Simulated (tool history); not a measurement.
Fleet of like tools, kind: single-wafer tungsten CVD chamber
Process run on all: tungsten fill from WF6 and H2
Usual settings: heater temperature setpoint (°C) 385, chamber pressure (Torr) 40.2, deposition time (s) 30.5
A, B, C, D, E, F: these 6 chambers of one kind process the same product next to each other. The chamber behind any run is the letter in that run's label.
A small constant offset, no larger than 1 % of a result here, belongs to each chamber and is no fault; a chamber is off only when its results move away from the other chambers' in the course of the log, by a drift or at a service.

run   hour  heater temperature setpoint (°C)  chamber pressure (Torr)  deposition time (s)  read-back reference wafer on the same gauge, thickness_nm  mean film thickness on the monitor wafer (Å)
 1D   13.9                               385                     40.2                 30.5                                                     76.722                                        759.03
 2A   24.7                               385                     40.2                 30.5                                                     76.697                                        764.77
 3F   38.5                               385                     40.2                 30.5                                                     76.686                                        758.23
 4C   47.4                               385                     40.2                 30.5                                                     76.717                                        760.47
 5E   61.4                               385                     40.2                 30.5                                                     76.692                                        765.11
 6B   71.5                               385                     40.2                 30.5                                                     76.693                                        764.21
 7A   80.8                               385                     48.1                 27.3                                                     76.728                                        740.28
 8B   87.6                               385                     48.1                 27.3                                                     76.757                                        741.18
 9D   99.5                               385                     48.1                 27.3                                                     76.677                                        742.16
10C  113.1                               385                     48.1                 27.3                                                     76.726                                        738.18
11E    120                               385                     48.1                 27.3                                                     76.733                                        742.37
12F  131.1                               385                     48.1                 27.3                                                     76.699                                        740.61
13A  143.6                               385                     40.2                 30.5                                                     76.711                                        760.99
14C  154.8                               385                     40.2                 30.5                                                     76.724                                        759.02
15E  166.5                               385                     40.2                 30.5                                                     76.729                                        764.25
16D  180.2                               385                     40.2                 30.5                                                     76.675                                        765.16
17F    190                               385                     40.2                 30.5                                                      76.71                                        761.53
18B  197.1                               385                     40.2                 30.5                                                     76.744                                        759.12
19B    205                               385                     40.2                 30.5                                                     76.711                                         759.8
20A  213.7                               385                     40.2                 30.5                                                     76.711                                        763.78
21F  223.2                               385                     40.2                 30.5                                                     76.676                                        760.91
22C  234.8                               385                     40.2                 30.5                                                     76.711                                        760.94
23E  241.2                               385                     40.2                 30.5                                                     76.732                                        765.99
24D  250.1                               385                     40.2                 30.5                                                     76.724                                        765.44
25F  264.1                               385                     40.2                 30.5                                                     76.711                                        761.07
26C  274.9                               377                     34.6                 30.5                                                     76.667                                        604.06
27B  285.2                               377                     34.6                 30.5                                                     76.639                                        603.74
28A  297.2                               377                     34.6                 30.5                                                     76.712                                         601.4
29D  305.5                               377                     34.6                 30.5                                                     76.712                                        613.46
30E    312                               377                     34.6                 30.5                                                     76.723                                        608.53
31F  319.2                               377                     34.6                 30.5                                                     76.715                                        605.08
32A  330.4                               385                     40.2                 30.5                                                     76.751                                        761.98
33C  339.4                               385                     40.2                 30.5                                                     76.646                                        756.54
34B  353.4                               385                     40.2                 30.5                                                     76.672                                        760.78
35E  364.1                               385                     40.2                 30.5                                                     76.687                                        766.19
36D  370.6                               385                     40.2                 30.5                                                      76.72                                        775.33
37A  384.3                               385                     40.2                 30.5                                                     76.709                                        760.54
38B  393.1                               385                     31.1                 36.4                                                     76.744                                        807.64
39F  399.2                               385                     31.1                 36.4                                                     76.689                                        806.14
40C  405.5                               385                     31.1                 36.4                                                     76.717                                        805.85
41E  413.3                               385                     31.1                 36.4                                                     76.728                                        809.91

Decide between three cases: one chamber stands off from its peers, the gauge reading all wafers drifts, or nothing is wrong past each chamber's small offset. Where a chamber is off, say which and what most likely put it there.

One chamber, D, drifts off from the rest bit by bit.
Cause: wafer temperature above the value expected at the setpoint (K) = 1.06.
It could be hard to tell apart here from: true pressure above the setpoint (%).

Chamber D could run next with any of the 4 candidate recipes listed below; each alters the usual settings, and their results appear as question marks. Which one brings its results back in line with what the other chambers deliver on the usual settings?
To be in line, a result may differ from the other chambers' mean on the usual settings by at most: mean film thickness on the monitor wafer (Å) 6.1
42D-1  423.4                               385                     43.6                 30.5                                                                                                        ?
42D-2  423.4                               384                       40                 30.5                                                                                                        ?
42D-3  423.4                               385                     39.3                 29.6                                                                                                        ?
42D-4  423.4                               386                     40.2                 30.5                                                                                                        ?

Usual-settings mean across the other chambers: mean film thickness on the monitor wafer (Å) 762.52
  run  mean film thickness on the monitor wafer (Å)
42D-1                                        808.69
42D-2                                        761.45
42D-3                                        747.53
42D-4                                        794.17
42D-2 brings the chamber back in line.
